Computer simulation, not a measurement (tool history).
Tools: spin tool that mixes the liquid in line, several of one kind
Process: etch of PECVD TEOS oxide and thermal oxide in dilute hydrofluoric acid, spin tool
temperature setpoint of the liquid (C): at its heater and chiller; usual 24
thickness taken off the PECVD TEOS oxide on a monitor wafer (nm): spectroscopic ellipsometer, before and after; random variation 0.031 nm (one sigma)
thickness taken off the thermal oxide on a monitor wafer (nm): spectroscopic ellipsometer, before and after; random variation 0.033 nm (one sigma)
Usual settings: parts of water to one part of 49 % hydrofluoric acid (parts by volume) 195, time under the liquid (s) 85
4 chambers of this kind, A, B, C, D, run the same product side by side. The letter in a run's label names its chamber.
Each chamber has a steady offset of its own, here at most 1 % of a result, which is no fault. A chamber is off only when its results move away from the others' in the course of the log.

run   hour  temperature setpoint of the liquid (C)  parts of water to one part of 49 % hydrofluoric acid (parts by volume)  time under the liquid (s)  read-back film thickness of the PECVD TEOS oxide reference wafer, read on the same gauge (nm)  read-back film thickness of the thermal oxide reference wafer, read on the same gauge (nm)  thickness taken off the PECVD TEOS oxide on a monitor wafer (nm)  thickness taken off the thermal oxide on a monitor wafer (nm)
 1B    5.3                                      24                                                                     195                         85                                                                                         80.015                                                                                      40.014                                                            7.1027                                                         1.8438
      12.5  -- chamber B: thermometer replaced
 2C   17.1                                      24                                                                     195                         85                                                                                         80.007                                                                                      39.978                                                            7.0443                                                         1.7935
 3A   26.9                                      24                                                                     195                         85                                                                                         79.993                                                                                      39.944                                                            7.0861                                                          1.857
 4D   32.4                                      24                                                                     195                         85                                                                                         79.994                                                                                      40.006                                                             6.974                                                         1.8862
 5D   40.1                                      24                                                                      95                         40                                                                                         80.019                                                                                      39.973                                                            7.4338                                                         1.9778
 6C   50.1                                      24                                                                      95                         40                                                                                         80.006                                                                                      39.986                                                            7.5628                                                         1.9759
 7A   57.9                                      24                                                                      95                         40                                                                                          79.98                                                                                       40.04                                                            7.5966                                                          2.023
 8B   64.4                                      24                                                                      95                         40                                                                                         79.989                                                                                      40.002                                                            7.7976                                                         1.9937
 9C   74.4                                    25.5                                                                     195                         85                                                                                         79.987                                                                                      40.018                                                            7.4029                                                         1.9193
10A   81.9                                    25.5                                                                     195                         85                                                                                         79.984                                                                                      40.028                                                            7.4868                                                         1.9269
11B   93.8                                    25.5                                                                     195                         85                                                                                         80.016                                                                                       40.05                                                            7.4583                                                         1.9349
12D    101                                    25.5                                                                     195                         85                                                                                         79.967                                                                                      39.986                                                            7.3686                                                         1.9489
13D    113                                      24                                                                     195                         85                                                                                         80.026                                                                                      40.046                                                            6.9827                                                         1.8377
14A  123.6                                      24                                                                     195                         85                                                                                         79.998                                                                                      39.972                                                            7.0123                                                         1.8224
15B  130.6                                      24                                                                     195                         85                                                                                         79.982                                                                                      39.998                                                            7.0348                                                         1.8508
16C  141.2                                      24                                                                     195                         85                                                                                         79.969                                                                                      39.958                                                            7.0131                                                         1.8407
17D  151.9                                      24                                                                     195                         85                                                                                         80.005                                                                                      39.996                                                            7.0727                                                         1.7601
18C  158.5                                      24                                                                     155                         45                                                                                         80.001                                                                                      40.031                                                              4.88                                                         1.2657
19A    164                                      24                                                                     155                         45                                                                                         80.013                                                                                      39.983                                                            4.8735                                                         1.2547
20B  173.7                                      24                                                                     155                         45                                                                                         80.015                                                                                      40.018                                                            4.9262                                                         1.2793
21C  183.2                                      24                                                                     155                         45                                                                                         80.041                                                                                      40.038                                                            4.9128                                                         1.2319
22D  191.3                                      24                                                                     195                         85                                                                                         80.008                                                                                      39.993                                                            6.9472                                                         1.8356
23A    201                                      24                                                                     195                         85                                                                                         80.014                                                                                      39.997                                                            7.0641                                                         1.8041
24B  209.4                                      24                                                                     195                         85                                                                                         80.009                                                                                      39.963                                                            7.0252                                                         1.7874
25D  218.4                                      24                                                                     195                         85                                                                                         80.002                                                                                      40.012                                                            6.9504                                                          1.815
26B  230.4                                      24                                                                     195                         85                                                                                         79.974                                                                                      40.002                                                            7.0584                                                         1.8893
27A  239.2                                      24                                                                     195                         85                                                                                         79.986                                                                                      40.037                                                            7.0692                                                         1.7688
28C  246.2                                      24                                                                     195                         85                                                                                         80.021                                                                                      40.055                                                              7.01                                                         1.8096
29C  257.3                                      24                                                                     195                         85                                                                                         80.007                                                                                      39.963                                                            7.0394                                                         1.8193
30A  262.9                                      24                                                                     195                         85                                                                                         79.996                                                                                      40.004                                                             7.076                                                         1.8497
31B  268.4                                      24                                                                     195                         85                                                                                         80.001                                                                                      40.003                                                            7.0691                                                         1.8458
32D  277.3                                      24                                                                     195                         85                                                                                          79.97                                                                                      40.006                                                            6.9774                                                         1.8158
33C    288                                      24                                                                     195                         85                                                                                         80.024                                                                                      39.973                                                             7.085                                                         1.8303
34A  296.4                                      24                                                                     195                         85                                                                                         79.997                                                                                      39.973                                                            7.0402                                                         1.8605
35D  303.4                                      24                                                                     195                         85                                                                                         80.012                                                                                      40.013                                                            7.0023                                                         1.8683
36B  315.1                                      24                                                                     195                         85                                                                                         79.989                                                                                      39.976                                                            7.0061                                                         1.8734
37A  323.5                                      24                                                                     195                         85                                                                                         79.995                                                                                      39.974                                                            7.0227                                                         1.8473
38D  334.8                                      24                                                                     195                         85                                                                                         79.971                                                                                       39.98                                                            6.9412                                                          1.825
39C  346.8                                      24                                                                     195                         85                                                                                         80.003                                                                                      40.037                                                            7.0777                                                         1.7958
40B  355.5                                      24                                                                     195                         85                                                                                          80.01                                                                                       40.01                                                            7.0391                                                         1.7998
41D  363.3                                      24                                                                     195                         85                                                                                         80.012                                                                                      39.963                                                            6.9824                                                         1.8194
42B  374.1                                      24                                                                     195                         85                                                                                         79.988                                                                                       40.05                                                            7.0512                                                         1.8518

All 4 chambers run these settings next. Forecast each chamber's results:
43A  382.8                                    19.5                                                                     195                         85                                                                                                                                                                                                                                                            ?                                                              ?
43B  382.8                                    19.5                                                                     195                         85                                                                                                                                                                                                                                                            ?                                                              ?
43C  382.8                                    19.5                                                                     195                         85                                                                                                                                                                                                                                                            ?                                                              ?
43D  382.8                                    19.5                                                                     195                         85                                                                                                                                                                                                                                                            ?                                                              ?

run  thickness taken off the PECVD TEOS oxide on a monitor wafer (nm)  thickness taken off the thermal oxide on a monitor wafer (nm)
43A                                                            5.9386                                                         1.5691
43B                                                            5.9388                                                         1.5383
43C                                                            5.9463                                                         1.5408
43D                                                             5.892                                                         1.5654

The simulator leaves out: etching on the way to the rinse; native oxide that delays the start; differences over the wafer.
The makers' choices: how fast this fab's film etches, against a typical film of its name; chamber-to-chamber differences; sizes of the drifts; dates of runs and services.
